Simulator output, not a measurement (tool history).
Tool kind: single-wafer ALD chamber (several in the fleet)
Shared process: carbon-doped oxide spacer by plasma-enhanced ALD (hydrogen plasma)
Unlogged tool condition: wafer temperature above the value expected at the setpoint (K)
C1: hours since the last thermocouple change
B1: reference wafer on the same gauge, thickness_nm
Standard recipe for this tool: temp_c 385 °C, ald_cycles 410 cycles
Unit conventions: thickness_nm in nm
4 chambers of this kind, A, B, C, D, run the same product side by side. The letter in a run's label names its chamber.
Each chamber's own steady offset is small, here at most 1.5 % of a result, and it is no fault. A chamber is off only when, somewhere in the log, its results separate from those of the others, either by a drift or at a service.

{"run": "1A", "hour": 4.8, "temp_c": 385, "ald_cycles": 410, "C1": 78.7, "B1": 16.693, "thickness_nm": 20.589}
{"run": "2C", "hour": 12.7, "temp_c": 385, "ald_cycles": 410, "C1": 1720.3, "B1": 16.704, "thickness_nm": 20.585}
{"run": "3D", "hour": 17.4, "temp_c": 385, "ald_cycles": 410, "C1": 2172.8, "B1": 16.707, "thickness_nm": 20.272}
{"run": "4B", "hour": 26.0, "temp_c": 385, "ald_cycles": 410, "C1": 1817.9, "B1": 16.706, "thickness_nm": 20.529}
{"run": "5D", "hour": 30.8, "temp_c": 385, "ald_cycles": 410, "C1": 2186.2, "B1": 16.715, "thickness_nm": 20.271}
{"run": "6C", "hour": 37.1, "temp_c": 398, "ald_cycles": 380, "C1": 1744.7, "B1": 16.71, "thickness_nm": 19.083}
{"run": "7B", "hour": 47.3, "temp_c": 398, "ald_cycles": 380, "C1": 1839.2, "B1": 16.713, "thickness_nm": 19.083}
{"run": "8A", "hour": 57.4, "temp_c": 398, "ald_cycles": 380, "C1": 131.3, "B1": 16.713, "thickness_nm": 19.077}
{"run": "9A", "hour": 66.1, "temp_c": 398, "ald_cycles": 380, "C1": 140, "B1": 16.723, "thickness_nm": 19.13}
{"run": "10C", "hour": 73.1, "temp_c": 385, "ald_cycles": 410, "C1": 1780.7, "B1": 16.717, "thickness_nm": 20.627}
{"run": "11B", "hour": 81.7, "temp_c": 394, "ald_cycles": 410, "C1": 1873.6, "B1": 16.725, "thickness_nm": 20.57}
{"run": "12D", "hour": 87.0, "temp_c": 394, "ald_cycles": 410, "C1": 2242.4, "B1": 16.726, "thickness_nm": 20.261}
{"run": "13B", "hour": 97.5, "temp_c": 394, "ald_cycles": 410, "C1": 1889.4, "B1": 16.723, "thickness_nm": 20.602}
{"run": "14C", "hour": 103.2, "temp_c": 394, "ald_cycles": 410, "C1": 1810.8, "B1": 16.735, "thickness_nm": 20.643}
{"run": "15A", "hour": 111.6, "temp_c": 385, "ald_cycles": 410, "C1": 185.5, "B1": 16.736, "thickness_nm": 20.594}
{"run": "16D", "hour": 118.3, "temp_c": 385, "ald_cycles": 410, "C1": 2273.7, "B1": 16.737, "thickness_nm": 20.262}
{"run": "17A", "hour": 123.4, "temp_c": 385, "ald_cycles": 410, "C1": 197.3, "B1": 16.731, "thickness_nm": 20.646}
{"run": "18B", "hour": 129.3, "temp_c": 385, "ald_cycles": 410, "C1": 1921.2, "B1": 16.738, "thickness_nm": 20.613}
{"run": "19D", "hour": 136.7, "temp_c": 385, "ald_cycles": 410, "C1": 2292.1, "B1": 16.743, "thickness_nm": 20.334}
{"run": "20C", "hour": 141.8, "temp_c": 385, "ald_cycles": 410, "C1": 1849.4, "B1": 16.749, "thickness_nm": 20.688}
{"run": "21D", "hour": 149.0, "temp_c": 374, "ald_cycles": 453, "C1": 2304.4, "B1": 16.746, "thickness_nm": 22.496}
{"run": "22C", "hour": 159.3, "temp_c": 374, "ald_cycles": 453, "C1": 1866.9, "B1": 16.75, "thickness_nm": 22.887}
{"run": "23A", "hour": 165.9, "temp_c": 374, "ald_cycles": 453, "C1": 239.8, "B1": 16.745, "thickness_nm": 22.821}
{"run": "24B", "hour": 173.7, "temp_c": 374, "ald_cycles": 453, "C1": 1965.6, "B1": 16.75, "thickness_nm": 22.802}
{"run": "25B", "hour": 184.0, "temp_c": 385, "ald_cycles": 410, "C1": 1975.9, "B1": 16.757, "thickness_nm": 20.668}
{"run": "26D", "hour": 194.2, "temp_c": 385, "ald_cycles": 410, "C1": 2349.6, "B1": 16.754, "thickness_nm": 20.269}
{"run": "27A", "hour": 203.2, "temp_c": 385, "ald_cycles": 410, "C1": 277.1, "B1": 16.761, "thickness_nm": 20.68}
{"run": "28C", "hour": 212.6, "temp_c": 385, "ald_cycles": 410, "C1": 1920.2, "B1": 16.758, "thickness_nm": 20.67}
{"run": "29D", "hour": 218.7, "temp_c": 373, "ald_cycles": 343, "C1": 2374.1, "B1": 16.763, "thickness_nm": 17.012}
{"run": "30C", "hour": 225.8, "temp_c": 373, "ald_cycles": 343, "C1": 1933.4, "B1": 16.766, "thickness_nm": 17.319}
{"run": "31A", "hour": 231.8, "temp_c": 373, "ald_cycles": 343, "C1": 305.7, "B1": 16.771, "thickness_nm": 17.295}
{"run": "32B", "hour": 238.8, "temp_c": 373, "ald_cycles": 343, "C1": 2030.7, "B1": 16.767, "thickness_nm": 17.259}
{"run": "33B", "hour": 249.0, "temp_c": 385, "ald_cycles": 410, "C1": 2040.9, "B1": 16.776, "thickness_nm": 20.611}
{"run": "34A", "hour": 256.8, "temp_c": 385, "ald_cycles": 410, "C1": 330.7, "B1": 16.776, "thickness_nm": 20.676}
{"run": "35C", "hour": 263.2, "temp_c": 385, "ald_cycles": 410, "C1": 1970.8, "B1": 16.779, "thickness_nm": 20.674}
{"run": "36D", "hour": 273.3, "temp_c": 385, "ald_cycles": 467, "C1": 2428.7, "B1": 16.785, "thickness_nm": 23.182}
{"run": "37D", "hour": 278.0, "temp_c": 385, "ald_cycles": 467, "C1": 2433.4, "B1": 16.78, "thickness_nm": 23.146}

Does one chamber stand apart from the rest, does the shared gauge drift, or is all well apart from small per-chamber offsets? Give the chamber and the most likely cause, where there is one.

It is the gauge, not a chamber: its drift shows up in every chamber's results at once, and no chamber is off.
What lies behind it: gauge reads high (%) = 0.508.
